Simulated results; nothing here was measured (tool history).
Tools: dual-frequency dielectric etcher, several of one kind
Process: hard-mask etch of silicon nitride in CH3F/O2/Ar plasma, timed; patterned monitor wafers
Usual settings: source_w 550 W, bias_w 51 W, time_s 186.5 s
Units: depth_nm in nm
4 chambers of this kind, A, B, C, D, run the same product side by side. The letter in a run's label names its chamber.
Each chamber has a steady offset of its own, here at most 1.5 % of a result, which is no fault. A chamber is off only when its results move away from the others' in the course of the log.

run,day,source_w,bias_w,time_s,"read-back reference wafer on the same gauge, depth_nm",depth_nm
1C,0.275,550,51,186.5,145.1,131.95
2A,0.596,550,51,186.5,145.14,134.56
3B,0.817,550,51,186.5,144.85,132.33
4D,1.158,550,51,186.5,144.92,131.34
5A,1.438,550,51,186.5,145.04,133.85
6B,1.846,550,51,186.5,144.87,130.67
7D,2.271,550,51,186.5,144.91,129.56
8C,2.646,550,51,186.5,145.05,131.38
9B,2.917,550,51,186.5,144.85,131.04
10D,3.308,550,51,186.5,144.92,129.66
11A,3.538,550,51,186.5,144.81,134.4
12C,3.867,550,51,186.5,145.07,129.06
13C,4.121,550,51,186.5,145.04,128.92
14B,4.571,550,51,186.5,144.98,132.37
15A,4.854,550,51,186.5,144.96,133.42
16D,5.054,550,51,186.5,145.04,130.61
# day 5.125: chamber A: source power generator calibrated
17A,5.308,550,51,186.5,145.05,132.7
18C,5.688,550,51,186.5,144.91,127.91
19D,6.029,550,51,186.5,145.1,131.62
20B,6.346,550,51,186.5,144.99,130.61
21C,6.75,550,51,186.5,145.13,125.93
22A,7.075,550,41,186.5,145.09,126.32
23D,7.346,550,41,186.5,144.9,122.97
24B,7.729,550,41,186.5,144.96,122.66
25C,8.154,550,41,186.5,145.04,118.4
26B,8.55,550,51,186.5,144.91,131.14
27A,8.792,550,51,186.5,145.06,135.12
28D,9.133,550,51,186.5,144.95,131.01
29D,9.45,550,51,186.5,145.08,130.32

All 4 chambers run these settings next. Forecast each chamber's results:
30A,9.775,550,51,186.5,,?
30B,9.775,550,51,186.5,,?
30C,9.775,550,51,186.5,,?
30D,9.775,550,51,186.5,,?

run,depth_nm
30A,133.59
30B,131.99
30C,125.18
30D,131.87
